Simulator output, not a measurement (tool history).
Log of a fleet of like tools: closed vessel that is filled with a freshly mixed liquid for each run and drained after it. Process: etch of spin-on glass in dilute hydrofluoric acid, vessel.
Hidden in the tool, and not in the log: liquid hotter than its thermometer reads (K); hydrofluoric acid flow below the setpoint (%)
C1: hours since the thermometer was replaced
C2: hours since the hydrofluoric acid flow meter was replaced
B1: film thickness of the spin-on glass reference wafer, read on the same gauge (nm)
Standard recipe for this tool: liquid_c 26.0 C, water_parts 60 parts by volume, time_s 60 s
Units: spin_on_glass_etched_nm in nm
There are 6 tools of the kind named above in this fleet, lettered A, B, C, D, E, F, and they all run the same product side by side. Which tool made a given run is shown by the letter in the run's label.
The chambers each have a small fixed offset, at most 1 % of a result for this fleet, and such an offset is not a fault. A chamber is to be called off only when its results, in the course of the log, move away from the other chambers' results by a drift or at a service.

Run 1B, hour 6.3: usual settings; C1 917.5; C2 589.9; B1 120.01. Result: spin_on_glass_etched_nm 27.497 nm.
Run 2E, hour 11.6: usual settings; C1 442.5; C2 1486.5; B1 119.97. Result: spin_on_glass_etched_nm 27.557 nm.
Run 3C, hour 17.0: usual settings; C1 189.3; C2 463.9; B1 120.01. Result: spin_on_glass_etched_nm 27.105 nm.
Run 4A, hour 23.1: usual settings; C1 1231.8; C2 626.7; B1 120.00. Result: spin_on_glass_etched_nm 28.466 nm.
At hour 30.8: chamber E: hydrofluoric acid flow meter replaced.
Run 5D, hour 31.1: usual settings; C1 103.1; C2 331.6; B1 120.02. Result: spin_on_glass_etched_nm 27.356 nm.
Run 6F, hour 36.0: usual settings; C1 536.6; C2 81.4; B1 120.00. Result: spin_on_glass_etched_nm 27.835 nm.
Run 7F, hour 40.4: usual settings; C1 541.0; C2 85.8; B1 119.98. Result: spin_on_glass_etched_nm 27.504 nm.
Run 8E, hour 45.1: usual settings but water_parts 75 parts by volume, time_s 90 s; C1 476.0; C2 14.4; B1 120.01. Result: spin_on_glass_etched_nm 32.120 nm.
Run 9D, hour 53.0: usual settings but water_parts 75 parts by volume, time_s 90 s; C1 125.0; C2 353.5; B1 120.01. Result: spin_on_glass_etched_nm 32.476 nm.
Run 10B, hour 57.9: usual settings but water_parts 75 parts by volume, time_s 90 s; C1 969.1; C2 641.5; B1 119.99. Result: spin_on_glass_etched_nm 32.398 nm.
Run 11C, hour 62.7: usual settings but water_parts 75 parts by volume, time_s 90 s; C1 235.0; C2 509.6; B1 120.01. Result: spin_on_glass_etched_nm 32.815 nm.
Run 12A, hour 68.8: usual settings but water_parts 75 parts by volume, time_s 90 s; C1 1277.5; C2 672.4; B1 120.01. Result: spin_on_glass_etched_nm 32.970 nm.
Run 13D, hour 76.0: usual settings but water_parts 75 parts by volume, time_s 90 s; C1 148.0; C2 376.5; B1 120.01. Result: spin_on_glass_etched_nm 32.707 nm.
Run 14B, hour 83.1: usual settings but water_parts 75 parts by volume; C1 994.3; C2 666.7; B1 120.01. Result: spin_on_glass_etched_nm 21.643 nm.
Run 15A, hour 89.5: usual settings but water_parts 75 parts by volume; C1 1298.2; C2 693.1; B1 119.99. Result: spin_on_glass_etched_nm 21.658 nm.
Run 16C, hour 98.6: usual settings but water_parts 75 parts by volume; C1 270.9; C2 545.5; B1 119.99. Result: spin_on_glass_etched_nm 22.076 nm.
Run 17E, hour 107.7: usual settings but water_parts 75 parts by volume; C1 538.6; C2 77.0; B1 120.05. Result: spin_on_glass_etched_nm 21.704 nm.
Run 18F, hour 113.0: usual settings but water_parts 75 parts by volume; C1 613.6; C2 158.4; B1 119.98. Result: spin_on_glass_etched_nm 21.406 nm.
Run 19A, hour 117.6: usual settings but water_parts 75 parts by volume; C1 1326.3; C2 721.2; B1 119.98. Result: spin_on_glass_etched_nm 21.900 nm.
Run 20E, hour 121.9: usual settings; C1 552.8; C2 91.2; B1 120.00. Result: spin_on_glass_etched_nm 28.491 nm.
Run 21B, hour 126.3: usual settings; C1 1037.5; C2 709.9; B1 120.02. Result: spin_on_glass_etched_nm 28.028 nm.
At hour 134.3: chamber D: hydrofluoric acid flow meter replaced.
Run 22F, hour 135.5: usual settings but water_parts 30 parts by volume; C1 636.1; C2 180.9; B1 120.01. Result: spin_on_glass_etched_nm 59.841 nm.
Run 23D, hour 141.8: usual settings but water_parts 30 parts by volume; C1 213.8; C2 7.5; B1 120.00. Result: spin_on_glass_etched_nm 57.343 nm.
Run 24C, hour 150.7: usual settings but water_parts 30 parts by volume; C1 323.0; C2 597.6; B1 120.00. Result: spin_on_glass_etched_nm 56.874 nm.
Run 25E, hour 158.7: usual settings but water_parts 30 parts by volume; C1 589.6; C2 128.0; B1 120.00. Result: spin_on_glass_etched_nm 60.188 nm.
Run 26B, hour 164.5: usual settings but water_parts 30 parts by volume; C1 1075.7; C2 748.1; B1 119.99. Result: spin_on_glass_etched_nm 56.470 nm.
Run 27A, hour 170.4: usual settings but water_parts 30 parts by volume; C1 1379.1; C2 774.0; B1 119.98. Result: spin_on_glass_etched_nm 59.485 nm.
Run 28D, hour 174.9: usual settings; C1 246.9; C2 40.6; B1 120.00. Result: spin_on_glass_etched_nm 27.786 nm.
Run 29F, hour 180.3: usual settings; C1 680.9; C2 225.7; B1 120.00. Result: spin_on_glass_etched_nm 27.919 nm.
Run 30C, hour 189.4: usual settings; C1 361.7; C2 636.3; B1 119.97. Result: spin_on_glass_etched_nm 27.741 nm.
Run 31F, hour 197.0: usual settings; C1 697.6; C2 242.4; B1 120.00. Result: spin_on_glass_etched_nm 28.179 nm.
Run 32D, hour 205.4: usual settings; C1 277.4; C2 71.1; B1 120.01. Result: spin_on_glass_etched_nm 27.754 nm.
Run 33E, hour 212.8: usual settings; C1 643.7; C2 182.1; B1 120.01. Result: spin_on_glass_etched_nm 29.015 nm.
Run 34C, hour 217.6: usual settings but liquid_c 23.5 C, water_parts 85 parts by volume; C1 389.9; C2 664.5; B1 120.04. Result: spin_on_glass_etched_nm 17.234 nm.
Run 35B, hour 223.1: usual settings but liquid_c 23.5 C, water_parts 85 parts by volume; C1 1134.3; C2 806.7; B1 119.98. Result: spin_on_glass_etched_nm 16.943 nm.
Run 36A, hour 229.9: usual settings but liquid_c 23.5 C, water_parts 85 parts by volume; C1 1438.6; C2 833.5; B1 120.02. Result: spin_on_glass_etched_nm 17.151 nm.
Run 37F, hour 236.6: usual settings but liquid_c 23.5 C, water_parts 85 parts by volume; C1 737.2; C2 282.0; B1 120.00. Result: spin_on_glass_etched_nm 17.253 nm.
Run 38B, hour 244.9: usual settings but liquid_c 23.5 C, water_parts 85 parts by volume; C1 1156.1; C2 828.5; B1 120.01. Result: spin_on_glass_etched_nm 16.865 nm.
Run 39A, hour 253.8: usual settings but liquid_c 23.5 C, water_parts 85 parts by volume; C1 1462.5; C2 857.4; B1 120.01. Result: spin_on_glass_etched_nm 17.524 nm.
Run 40C, hour 260.6: usual settings; C1 432.9; C2 707.5; B1 119.98. Result: spin_on_glass_etched_nm 28.033 nm.

Each of the 6 chambers runs these same settings next. Fill in every chamber's results:
Run 41A, hour 267.2: usual settings. Result: spin_on_glass_etched_nm ?.
Run 41B, hour 267.2: usual settings. Result: spin_on_glass_etched_nm ?.
Run 41C, hour 267.2: usual settings. Result: spin_on_glass_etched_nm ?.
Run 41D, hour 267.2: usual settings. Result: spin_on_glass_etched_nm ?.
Run 41E, hour 267.2: usual settings. Result: spin_on_glass_etched_nm ?.
Run 41F, hour 267.2: usual settings. Result: spin_on_glass_etched_nm ?.

run  spin_on_glass_etched_nm
41A                   27.646
41B                   27.882
41C                   27.648
41D                   27.789
41E                   29.114
41F                   27.391

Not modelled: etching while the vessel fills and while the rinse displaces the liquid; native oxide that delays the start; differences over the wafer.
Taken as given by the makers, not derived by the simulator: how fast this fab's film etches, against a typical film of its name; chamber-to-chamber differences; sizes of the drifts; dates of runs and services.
